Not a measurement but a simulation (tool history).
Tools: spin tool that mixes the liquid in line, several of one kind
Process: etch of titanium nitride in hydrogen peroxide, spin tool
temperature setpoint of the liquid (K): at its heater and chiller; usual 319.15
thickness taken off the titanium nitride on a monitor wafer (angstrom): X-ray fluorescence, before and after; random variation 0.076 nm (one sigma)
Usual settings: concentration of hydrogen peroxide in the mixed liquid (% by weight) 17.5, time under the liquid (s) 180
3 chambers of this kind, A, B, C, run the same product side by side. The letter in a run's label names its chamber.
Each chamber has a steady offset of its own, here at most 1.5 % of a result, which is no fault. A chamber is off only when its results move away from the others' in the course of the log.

run   hour  temperature setpoint of the liquid (K)  concentration of hydrogen peroxide in the mixed liquid (% by weight)  time under the liquid (s)  read-back film thickness of the titanium nitride reference wafer, read on the same gauge (nm)  thickness taken off the titanium nitride on a monitor wafer (angstrom)
 1C    4.7                                  319.15                                                                  17.5                        180                                                                                         120.01                                                                  87.268
 2A    9.7                                  319.15                                                                  17.5                        180                                                                                         120.00                                                                  87.385
      11.4  -- chamber B: new drum of peroxide connected
 3B   13.7                                  319.15                                                                  17.5                        180                                                                                         120.04                                                                  85.566
 4A   19.7                                  319.15                                                                  17.5                        180                                                                                         120.00                                                                  86.428
 5B   25.3                                  319.15                                                                  17.5                        180                                                                                         119.97                                                                  87.322
 6C   30.4                                  322.65                                                                  14.0                        180                                                                                         120.02                                                                 106.830
 7B   36.2                                  322.65                                                                  14.0                        180                                                                                         119.97                                                                 104.620
 8A   39.8                                  322.65                                                                  14.0                        180                                                                                         119.98                                                                 105.040
 9C   42.4                                  319.15                                                                  17.5                        180                                                                                         119.98                                                                  87.545
10A   46.4                                  319.15                                                                  17.5                        180                                                                                         120.00                                                                  83.398
11B   50.7                                  319.15                                                                  13.0                        285                                                                                         120.00                                                                 126.440
12C   54.4                                  319.15                                                                  13.0                        285                                                                                         120.00                                                                 130.030
13B   57.2                                  319.15                                                                  13.0                        285                                                                                         120.00                                                                 127.780
14A   61.5                                  325.65                                                                  17.5                        110                                                                                         120.03                                                                  83.452
15C   65.3                                  325.65                                                                  17.5                        110                                                                                         119.99                                                                  84.976
16C   68.5                                  325.65                                                                  17.5                        110                                                                                         120.03                                                                  85.149
17B   71.4                                  319.15                                                                  21.0                        180                                                                                         120.03                                                                  87.941
18A   76.1                                  319.15                                                                  21.0                        180                                                                                         120.02                                                                  85.351
19A   79.2                                  319.15                                                                  21.0                        180                                                                                         120.01                                                                  86.442
20B   84.6                                  319.15                                                                  17.5                        180                                                                                         120.00                                                                  87.335
21C   90.5                                  319.15                                                                  17.5                        180                                                                                         120.02                                                                  86.265
22A   95.6                                  319.15                                                                  17.5                        180                                                                                         120.02                                                                  82.526
23B   98.9                                  314.65                                                                  17.5                        235                                                                                         120.04                                                                  78.822
24C  103.9                                  314.65                                                                  17.5                        235                                                                                         119.96                                                                  79.352
25C  106.8                                  314.65                                                                  17.5                        235                                                                                         120.03                                                                  80.582
26A  112.6                                  319.15                                                                  17.5                        180                                                                                         120.02                                                                  79.845
27B  115.2                                  319.15                                                                  17.5                        180                                                                                         120.02                                                                  86.687
28B  117.9                                  319.15                                                                  17.5                        180                                                                                         120.04                                                                  86.360
29A  123.3                                  319.15                                                                  17.5                        180                                                                                         120.00                                                                  78.502
30C  128.0                                  319.15                                                                  17.5                        180                                                                                         119.98                                                                  84.754
31B  131.0                                  319.15                                                                  17.5                        180                                                                                         120.00                                                                  85.040
32C  134.1                                  319.15                                                                  17.5                        180                                                                                         120.02                                                                  87.225
33A  137.0                                  319.15                                                                  17.5                        180                                                                                         119.99                                                                  78.754
34B  142.6                                  319.15                                                                  17.5                        180                                                                                         120.02                                                                  84.772
35A  146.9                                  319.15                                                                  17.5                        180                                                                                         119.99                                                                  78.027
36C  149.5                                  319.15                                                                  17.5                        180                                                                                         120.00                                                                  87.167
37B  155.2                                  319.15                                                                  17.5                        180                                                                                         119.99                                                                  86.853

Is one chamber off against the others, does the gauge drift, or is nothing wrong? If a chamber is off, say which, and what the likeliest cause is.

Chamber A drifts away from the others.
Cause: temperature lost on the way to the wafer (K) = 1.39.
The log may not tell that from: liquid colder than its thermometer reads (K).

Here are 4 candidates for chamber A's next run, each the usual settings with a change, their results left as question marks. Which one brings its results back in line with what the others give on the usual settings?
In line means no further than this from the other chambers' mean on the usual settings: thickness taken off the titanium nitride on a monitor wafer (angstrom) 2.600
38A-1  159.5                                  318.65                                                                  17.5                        180                                                                                                                                                                      ?
38A-2  159.5                                  319.15                                                                  17.5                        200                                                                                                                                                                      ?
38A-3  159.5                                  319.15                                                                  17.5                        190                                                                                                                                                                      ?
38A-4  159.5                                  318.15                                                                  17.5                        175                                                                                                                                                                      ?

The other chambers' mean on the usual settings: thickness taken off the titanium nitride on a monitor wafer (angstrom) 86.448
  run  thickness taken off the titanium nitride on a monitor wafer (angstrom)
38A-1                                                                  75.263
38A-2                                                                  86.813
38A-3                                                                  82.472
38A-4                                                                  70.424
38A-2 brings the chamber back in line.
